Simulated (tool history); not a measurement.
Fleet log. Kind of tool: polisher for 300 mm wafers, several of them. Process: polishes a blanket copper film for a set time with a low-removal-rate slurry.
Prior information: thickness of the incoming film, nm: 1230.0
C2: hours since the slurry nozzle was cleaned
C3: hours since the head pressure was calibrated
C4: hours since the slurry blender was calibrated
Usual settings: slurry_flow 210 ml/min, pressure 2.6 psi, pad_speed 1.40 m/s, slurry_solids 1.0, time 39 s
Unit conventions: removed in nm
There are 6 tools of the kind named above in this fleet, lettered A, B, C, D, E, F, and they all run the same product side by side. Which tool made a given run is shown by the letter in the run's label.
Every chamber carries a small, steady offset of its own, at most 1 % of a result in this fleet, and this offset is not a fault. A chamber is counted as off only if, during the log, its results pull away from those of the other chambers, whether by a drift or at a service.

{"run": "1C", "hour": 5.8, "slurry_flow": 210, "pressure": 2.6, "pad_speed": 1.4, "slurry_solids": 1.0, "time": 39, "wafers polished on this pad": 490, "C2": 447.8, "C3": 1141.9, "C4": 323.9, "removed": 127.86}
{"hour": 7.7, "done": "chamber A: head pressure recalibrated"}
{"run": "2F", "hour": 14.0, "slurry_flow": 210, "pressure": 2.6, "pad_speed": 1.4, "slurry_solids": 1.0, "time": 39, "wafers polished on this pad": 582, "C2": 62.5, "C3": 32.6, "C4": 129.5, "removed": 125.4}
{"hour": 19.5, "done": "chamber B: worn pad replaced by a new one"}
{"run": "3E", "hour": 19.9, "slurry_flow": 210, "pressure": 2.6, "pad_speed": 1.4, "slurry_solids": 1.0, "time": 39, "wafers polished on this pad": 714, "C2": 715.1, "C3": 882.8, "C4": 89.2, "removed": 124.7}
{"run": "4B", "hour": 25.0, "slurry_flow": 210, "pressure": 2.6, "pad_speed": 1.4, "slurry_solids": 1.0, "time": 39, "wafers polished on this pad": 80, "C2": 146.9, "C3": 609.4, "C4": 186.6, "removed": 125.56}
{"hour": 29.8, "done": "chamber A: worn pad replaced by a new one"}
{"run": "5A", "hour": 30.4, "slurry_flow": 210, "pressure": 2.6, "pad_speed": 1.4, "slurry_solids": 1.0, "time": 39, "wafers polished on this pad": 9, "C2": 179.7, "C3": 22.8, "C4": 480.2, "removed": 124.38}
{"hour": 30.9, "done": "chamber B: slurry blender recalibrated"}
{"run": "6D", "hour": 37.3, "slurry_flow": 210, "pressure": 2.6, "pad_speed": 1.4, "slurry_solids": 1.0, "time": 39, "wafers polished on this pad": 962, "C2": 762.5, "C3": 483.1, "C4": 153.3, "removed": 125.79}
{"hour": 39.2, "done": "chamber D: worn pad replaced by a new one"}
{"hour": 39.2, "done": "chamber A: slurry blender recalibrated"}
{"hour": 40.7, "done": "chamber E: worn pad replaced by a new one"}
{"run": "7D", "hour": 45.1, "slurry_flow": 210, "pressure": 2.6, "pad_speed": 1.4, "slurry_solids": 1.0, "time": 39, "wafers polished on this pad": 86, "C2": 770.3, "C3": 490.9, "C4": 161.1, "removed": 125.93}
{"hour": 46.3, "done": "chamber E: slurry nozzle cleaned"}
{"run": "8F", "hour": 49.6, "slurry_flow": 210, "pressure": 2.6, "pad_speed": 1.4, "slurry_solids": 1.0, "time": 39, "wafers polished on this pad": 1098, "C2": 98.1, "C3": 68.2, "C4": 165.1, "removed": 127.93}
{"hour": 50.7, "done": "chamber D: slurry nozzle cleaned"}
{"hour": 52.4, "done": "chamber C: worn pad replaced by a new one"}
{"run": "9B", "hour": 58.6, "slurry_flow": 210, "pressure": 2.6, "pad_speed": 1.06, "slurry_solids": 1.2, "time": 39, "wafers polished on this pad": 567, "C2": 180.5, "C3": 643.0, "C4": 27.8, "removed": 98.726}
{"hour": 61.0, "done": "chamber F: worn pad replaced by a new one"}
{"run": "10C", "hour": 68.0, "slurry_flow": 210, "pressure": 2.6, "pad_speed": 1.06, "slurry_solids": 1.2, "time": 39, "wafers polished on this pad": 226, "C2": 510.0, "C3": 1204.1, "C4": 386.1, "removed": 99.74}
{"hour": 68.5, "done": "chamber C: slurry blender recalibrated"}
{"run": "11A", "hour": 73.5, "slurry_flow": 210, "pressure": 2.6, "pad_speed": 1.06, "slurry_solids": 1.2, "time": 39, "wafers polished on this pad": 634, "C2": 222.8, "C3": 65.9, "C4": 34.4, "removed": 98.351}
{"hour": 75.4, "done": "chamber B: worn pad replaced by a new one"}
{"run": "12E", "hour": 82.0, "slurry_flow": 210, "pressure": 2.6, "pad_speed": 1.06, "slurry_solids": 1.2, "time": 39, "wafers polished on this pad": 599, "C2": 35.7, "C3": 944.9, "C4": 151.3, "removed": 98.449}
{"run": "13D", "hour": 90.5, "slurry_flow": 210, "pressure": 2.6, "pad_speed": 1.06, "slurry_solids": 1.2, "time": 39, "wafers polished on this pad": 744, "C2": 39.9, "C3": 536.3, "C4": 206.5, "removed": 99.48}
{"run": "14B", "hour": 95.4, "slurry_flow": 210, "pressure": 2.6, "pad_speed": 1.06, "slurry_solids": 1.2, "time": 39, "wafers polished on this pad": 291, "C2": 217.3, "C3": 679.8, "C4": 64.6, "removed": 98.719}
{"run": "15E", "hour": 102.6, "slurry_flow": 210, "pressure": 2.6, "pad_speed": 1.4, "slurry_solids": 1.0, "time": 39, "wafers polished on this pad": 897, "C2": 56.3, "C3": 965.5, "C4": 171.9, "removed": 126.27}
{"hour": 105.6, "done": "chamber D: worn pad replaced by a new one"}
{"hour": 110.7, "done": "chamber E: worn pad replaced by a new one"}
{"run": "16A", "hour": 111.2, "slurry_flow": 210, "pressure": 2.6, "pad_speed": 1.4, "slurry_solids": 1.0, "time": 39, "wafers polished on this pad": 1180, "C2": 260.5, "C3": 103.6, "C4": 72.1, "removed": 124.81}
{"run": "17C", "hour": 118.3, "slurry_flow": 210, "pressure": 2.6, "pad_speed": 1.4, "slurry_solids": 1.0, "time": 39, "wafers polished on this pad": 955, "C2": 560.3, "C3": 1254.4, "C4": 49.9, "removed": 126.24}
{"hour": 124.2, "done": "chamber A: worn pad replaced by a new one"}
{"hour": 124.9, "done": "chamber F: slurry blender recalibrated"}
{"run": "18F", "hour": 127.8, "slurry_flow": 210, "pressure": 2.6, "pad_speed": 1.4, "slurry_solids": 1.0, "time": 39, "wafers polished on this pad": 968, "C2": 176.3, "C3": 146.4, "C4": 2.9, "removed": 127.27}
{"run": "19F", "hour": 134.2, "slurry_flow": 210, "pressure": 2.6, "pad_speed": 1.4, "slurry_solids": 1.0, "time": 39, "wafers polished on this pad": 1061, "C2": 182.7, "C3": 152.8, "C4": 9.3, "removed": 126.9}
{"hour": 135.5, "done": "chamber E: slurry blender recalibrated"}
{"hour": 137.1, "done": "chamber B: worn pad replaced by a new one"}
{"hour": 138.6, "done": "chamber C: head pressure recalibrated"}
{"run": "20D", "hour": 139.7, "slurry_flow": 210, "pressure": 2.6, "pad_speed": 1.4, "slurry_solids": 1.0, "time": 39, "wafers polished on this pad": 494, "C2": 89.1, "C3": 585.5, "C4": 255.7, "removed": 125.2}
{"hour": 143.2, "done": "chamber F: worn pad replaced by a new one"}
{"run": "21B", "hour": 144.6, "slurry_flow": 210, "pressure": 2.6, "pad_speed": 1.4, "slurry_solids": 1.0, "time": 39, "wafers polished on this pad": 108, "C2": 266.5, "C3": 729.0, "C4": 113.8, "removed": 125.07}
{"run": "22A", "hour": 151.8, "slurry_flow": 210, "pressure": 2.6, "pad_speed": 1.4, "slurry_solids": 1.0, "time": 39, "wafers polished on this pad": 401, "C2": 301.1, "C3": 144.2, "C4": 112.7, "removed": 124.4}
{"hour": 152.0, "done": "chamber C: worn pad replaced by a new one"}
{"run": "23C", "hour": 156.5, "slurry_flow": 210, "pressure": 2.6, "pad_speed": 1.4, "slurry_solids": 1.0, "time": 39, "wafers polished on this pad": 66, "C2": 598.5, "C3": 17.9, "C4": 88.1, "removed": 117.13}
{"hour": 159.7, "done": "chamber B: head pressure recalibrated"}
{"run": "24E", "hour": 162.4, "slurry_flow": 210, "pressure": 2.3, "pad_speed": 1.4, "slurry_solids": 1.2, "time": 39, "wafers polished on this pad": 750, "C2": 116.1, "C3": 1025.3, "C4": 27.0, "removed": 116.91}
{"run": "25F", "hour": 166.6, "slurry_flow": 210, "pressure": 2.3, "pad_speed": 1.4, "slurry_solids": 1.2, "time": 39, "wafers polished on this pad": 339, "C2": 215.1, "C3": 185.2, "C4": 41.7, "removed": 116.14}
{"hour": 168.2, "done": "chamber D: worn pad replaced by a new one"}
{"hour": 171.5, "done": "chamber E: worn pad replaced by a new one"}
{"run": "26E", "hour": 176.0, "slurry_flow": 210, "pressure": 2.3, "pad_speed": 1.4, "slurry_solids": 1.2, "time": 39, "wafers polished on this pad": 66, "C2": 129.7, "C3": 1038.9, "C4": 40.6, "removed": 115.76}
{"run": "27B", "hour": 183.0, "slurry_flow": 210, "pressure": 2.3, "pad_speed": 1.4, "slurry_solids": 1.2, "time": 39, "wafers polished on this pad": 665, "C2": 304.9, "C3": 23.4, "C4": 152.2, "removed": 115.25}
{"hour": 192.3, "done": "chamber B: slurry blender recalibrated"}
{"run": "28A", "hour": 192.5, "slurry_flow": 210, "pressure": 2.3, "pad_speed": 1.4, "slurry_solids": 1.2, "time": 39, "wafers polished on this pad": 991, "C2": 341.8, "C3": 184.9, "C4": 153.4, "removed": 113.97}
{"hour": 192.9, "done": "chamber B: worn pad replaced by a new one"}
{"run": "29D", "hour": 200.8, "slurry_flow": 210, "pressure": 2.3, "pad_speed": 1.4, "slurry_solids": 1.2, "time": 39, "wafers polished on this pad": 473, "C2": 150.2, "C3": 646.6, "C4": 316.8, "removed": 116.16}
{"run": "30C", "hour": 206.3, "slurry_flow": 210, "pressure": 2.9, "pad_speed": 1.72, "slurry_solids": 1.0, "time": 39, "wafers polished on this pad": 788, "C2": 648.3, "C3": 67.7, "C4": 137.9, "removed": 162.02}
{"hour": 208.7, "done": "chamber A: worn pad replaced by a new one"}
{"run": "31F", "hour": 214.1, "slurry_flow": 210, "pressure": 2.9, "pad_speed": 1.72, "slurry_solids": 1.0, "time": 39, "wafers polished on this pad": 1027, "C2": 262.6, "C3": 232.7, "C4": 89.2, "removed": 176.45}
{"run": "32C", "hour": 218.4, "slurry_flow": 210, "pressure": 2.9, "pad_speed": 1.72, "slurry_solids": 1.0, "time": 39, "wafers polished on this pad": 963, "C2": 660.4, "C3": 79.8, "C4": 150.0, "removed": 161.19}
{"run": "33A", "hour": 228.0, "slurry_flow": 210, "pressure": 2.9, "pad_speed": 1.72, "slurry_solids": 1.0, "time": 39, "wafers polished on this pad": 280, "C2": 377.3, "C3": 220.4, "C4": 188.9, "removed": 167.58}
{"hour": 228.4, "done": "chamber E: worn pad replaced by a new one"}
{"hour": 232.3, "done": "chamber E: head pressure recalibrated"}
{"run": "34E", "hour": 232.4, "slurry_flow": 210, "pressure": 2.9, "pad_speed": 1.72, "slurry_solids": 1.0, "time": 39, "wafers polished on this pad": 58, "C2": 186.1, "C3": 0.2, "C4": 97.0, "removed": 171.83}
{"hour": 232.8, "done": "chamber D: worn pad replaced by a new one"}
{"hour": 237.5, "done": "chamber C: worn pad replaced by a new one"}
{"hour": 240.1, "done": "chamber F: worn pad replaced by a new one"}
{"run": "35B", "hour": 242.0, "slurry_flow": 210, "pressure": 2.9, "pad_speed": 1.72, "slurry_solids": 1.0, "time": 39, "wafers polished on this pad": 713, "C2": 363.9, "C3": 82.4, "C4": 49.7, "removed": 172.38}
{"hour": 245.9, "done": "chamber B: worn pad replaced by a new one"}
{"run": "36D", "hour": 248.4, "slurry_flow": 210, "pressure": 2.6, "pad_speed": 1.4, "slurry_solids": 1.0, "time": 39, "wafers polished on this pad": 227, "C2": 197.8, "C3": 694.2, "C4": 364.4, "removed": 126.69}
{"run": "37B", "hour": 253.2, "slurry_flow": 210, "pressure": 2.6, "pad_speed": 1.4, "slurry_solids": 1.0, "time": 39, "wafers polished on this pad": 106, "C2": 375.1, "C3": 93.6, "C4": 60.9, "removed": 125.58}
{"run": "38F", "hour": 261.0, "slurry_flow": 210, "pressure": 2.6, "pad_speed": 1.4, "slurry_solids": 1.0, "time": 39, "wafers polished on this pad": 303, "C2": 309.5, "C3": 279.6, "C4": 136.1, "removed": 127.18}
{"run": "39C", "hour": 268.0, "slurry_flow": 210, "pressure": 2.6, "pad_speed": 1.4, "slurry_solids": 1.0, "time": 39, "wafers polished on this pad": 443, "C2": 710.0, "C3": 129.4, "C4": 199.6, "removed": 117.49}
{"run": "40D", "hour": 272.3, "slurry_flow": 210, "pressure": 2.6, "pad_speed": 1.4, "slurry_solids": 1.0, "time": 39, "wafers polished on this pad": 573, "C2": 221.7, "C3": 718.1, "C4": 388.3, "removed": 125.93}
{"run": "41E", "hour": 277.3, "slurry_flow": 210, "pressure": 2.6, "pad_speed": 1.4, "slurry_solids": 1.0, "time": 39, "wafers polished on this pad": 709, "C2": 231.0, "C3": 45.1, "C4": 141.9, "removed": 124.84}
{"hour": 281.2, "done": "chamber E: worn pad replaced by a new one"}
{"run": "42A", "hour": 286.7, "slurry_flow": 210, "pressure": 2.6, "pad_speed": 1.4, "slurry_solids": 1.0, "time": 39, "wafers polished on this pad": 1131, "C2": 436.0, "C3": 279.1, "C4": 247.6, "removed": 123.3}
{"hour": 289.1, "done": "chamber D: slurry blender recalibrated"}
{"run": "43E", "hour": 293.5, "slurry_flow": 210, "pressure": 2.6, "pad_speed": 1.4, "slurry_solids": 1.0, "time": 39, "wafers polished on this pad": 179, "C2": 247.2, "C3": 61.3, "C4": 158.1, "removed": 125.91}
{"run": "44D", "hour": 298.0, "slurry_flow": 210, "pressure": 2.6, "pad_speed": 1.4, "slurry_solids": 1.0, "time": 39, "wafers polished on this pad": 946, "C2": 247.4, "C3": 743.8, "C4": 8.9, "removed": 127.27}

Is one chamber off against the others, does the gauge drift, or is nothing wrong? If a chamber is off, say which, and what the likeliest cause is.

The work done on chamber C during a service left it standing apart from the others.
Cause: head's pressure below its setpoint, % = 6.19.

Which of the 4 candidates below, each the usual settings with something changed and its results left as question marks, puts chamber C back in line with what the other chambers give on the usual settings?
In line here means within this much of the mean the other chambers give on the usual settings: removed 3.000 nm
{"run": "45C-1", "hour": 304.9, "slurry_flow": 210, "pressure": 2.6, "pad_speed": 1.42, "slurry_solids": 1.0, "time": 39, "removed": "?"}
{"run": "45C-2", "hour": 304.9, "slurry_flow": 210, "pressure": 2.6, "pad_speed": 1.36, "slurry_solids": 1.0, "time": 38, "removed": "?"}
{"run": "45C-3", "hour": 304.9, "slurry_flow": 210, "pressure": 2.6, "pad_speed": 1.4, "slurry_solids": 1.3, "time": 39, "removed": "?"}
{"run": "45C-4", "hour": 304.9, "slurry_flow": 210, "pressure": 2.6, "pad_speed": 1.4, "slurry_solids": 1.0, "time": 38, "removed": "?"}

Usual-settings mean across the other chambers: removed 125.610 nm
run=45C-1 removed=119.990
run=45C-2 removed=112.030
run=45C-3 removed=125.440
run=45C-4 removed=115.290
The right change is 45C-3: it brings the chamber back within the allowed miss of the others.
